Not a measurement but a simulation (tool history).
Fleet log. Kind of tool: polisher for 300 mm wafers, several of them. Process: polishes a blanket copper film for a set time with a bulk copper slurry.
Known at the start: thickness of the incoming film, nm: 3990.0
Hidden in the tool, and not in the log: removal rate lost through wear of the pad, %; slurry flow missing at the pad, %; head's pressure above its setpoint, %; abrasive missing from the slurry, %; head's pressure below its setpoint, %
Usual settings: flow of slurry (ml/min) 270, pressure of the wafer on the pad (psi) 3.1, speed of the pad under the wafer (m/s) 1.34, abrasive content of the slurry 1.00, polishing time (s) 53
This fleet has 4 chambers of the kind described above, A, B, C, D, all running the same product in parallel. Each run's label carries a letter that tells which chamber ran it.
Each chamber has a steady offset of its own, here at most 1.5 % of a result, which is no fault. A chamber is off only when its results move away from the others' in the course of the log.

run	hour	flow of slurry (ml/min)	pressure of the wafer on the pad (psi)	speed of the pad under the wafer (m/s)	abrasive content of the slurry	polishing time (s)	wafers polished on this pad	hours since the slurry nozzle was cleaned	hours since the head pressure was calibrated	hours since the slurry blender was calibrated	film removed (angstrom)
# hour 1.4: chamber A: worn pad replaced by a new one
# hour 3.7: chamber D: worn pad replaced by a new one
1C	4.1	270	3.1	1.34	1.00	53	586	73.0	431.3	231.8	8333.4
2A	7.7	270	3.1	1.34	1.00	53	95	216.1	1066.4	45.3	8319.2
# hour 8.7: chamber B: worn pad replaced by a new one
3D	11.1	270	3.1	1.34	1.00	53	110	712.8	1062.3	91.3	8241.1
4B	14.7	270	3.1	1.34	1.00	53	89	80.2	376.0	126.4	8436.6
5B	18.2	270	3.1	1.34	1.00	53	141	83.7	379.5	129.9	8462.7
6D	21.0	270	3.5	1.58	1.00	53	257	722.7	1072.2	101.2	11300.0
7A	24.8	270	3.5	1.58	1.00	53	349	233.2	1083.5	62.4	10957.0
8C	28.9	270	3.5	1.58	1.00	53	955	97.8	456.1	256.6	11246.0
9A	31.4	270	3.5	1.58	1.00	53	448	239.8	1090.1	69.0	11115.0
10C	34.9	270	3.1	1.34	1.00	53	1045	103.8	462.1	262.6	8335.8
# hour 37.2: chamber A: worn pad replaced by a new one
11B	37.9	270	3.1	1.34	1.00	53	434	103.4	399.2	149.6	8279.8
# hour 40.0: chamber D: slurry blender recalibrated
12D	40.7	270	3.1	1.34	1.00	53	551	742.4	1091.9	0.7	8234.2
13C	43.3	270	3.1	1.34	1.00	53	1170	112.2	470.5	271.0	8234.5
# hour 43.8: chamber C: worn pad replaced by a new one
# hour 45.1: chamber B: worn pad replaced by a new one
14A	45.8	270	3.1	1.34	1.00	53	128	254.2	1104.5	83.4	8341.6
15D	49.1	270	3.1	1.34	1.00	53	676	750.8	1100.3	9.1	8276.9
16B	53.6	270	3.1	1.34	1.00	53	127	119.1	414.9	165.3	7894.4
# hour 54.5: chamber C: head pressure recalibrated
17A	58.2	270	3.1	1.34	1.00	53	313	266.6	1116.9	95.8	8276.1
18D	62.2	270	3.1	1.34	1.00	53	871	763.9	1113.4	22.2	8345.5
19C	66.0	270	3.1	1.34	1.00	39	330	134.9	11.6	293.7	6340.8
20B	68.5	270	3.1	1.34	1.00	39	348	134.0	429.8	180.2	5824.1
21A	70.6	270	3.1	1.34	1.00	39	497	279.0	1129.3	108.2	6033.1
22D	73.2	270	3.1	1.34	1.00	39	1035	774.9	1124.4	33.2	6124.6
23B	75.5	310	3.1	1.34	0.85	53	453	141.0	436.8	187.2	7612.9
# hour 76.5: chamber A: worn pad replaced by a new one
24C	79.4	310	3.1	1.34	0.85	53	530	148.3	25.0	307.1	8288.2
25A	81.5	310	3.1	1.34	0.85	53	75	289.9	1140.2	119.1	8287.1
# hour 82.9: chamber B: worn pad replaced by a new one
26C	86.0	310	3.1	1.34	0.85	53	628	154.9	31.6	313.7	8174.5
27D	88.7	270	3.1	1.34	1.00	53	1265	790.4	1139.9	48.7	8085.2
28B	90.8	270	3.1	1.34	1.00	53	118	156.3	452.1	202.5	7693.3
29B	93.4	270	3.1	1.34	1.00	53	157	158.9	454.7	205.1	7752.6

For the next run the whole fleet of 4 chambers uses the same settings. Give each chamber's results:
30A	96.8	270	3.1	1.56	1.00	53					?
30B	96.8	270	3.1	1.56	1.00	53					?
30C	96.8	270	3.1	1.56	1.00	53					?
30D	96.8	270	3.1	1.56	1.00	53					?

run	film removed (angstrom)
30A	9978.4
30B	8851.6
30C	9814.0
30D	9544.3

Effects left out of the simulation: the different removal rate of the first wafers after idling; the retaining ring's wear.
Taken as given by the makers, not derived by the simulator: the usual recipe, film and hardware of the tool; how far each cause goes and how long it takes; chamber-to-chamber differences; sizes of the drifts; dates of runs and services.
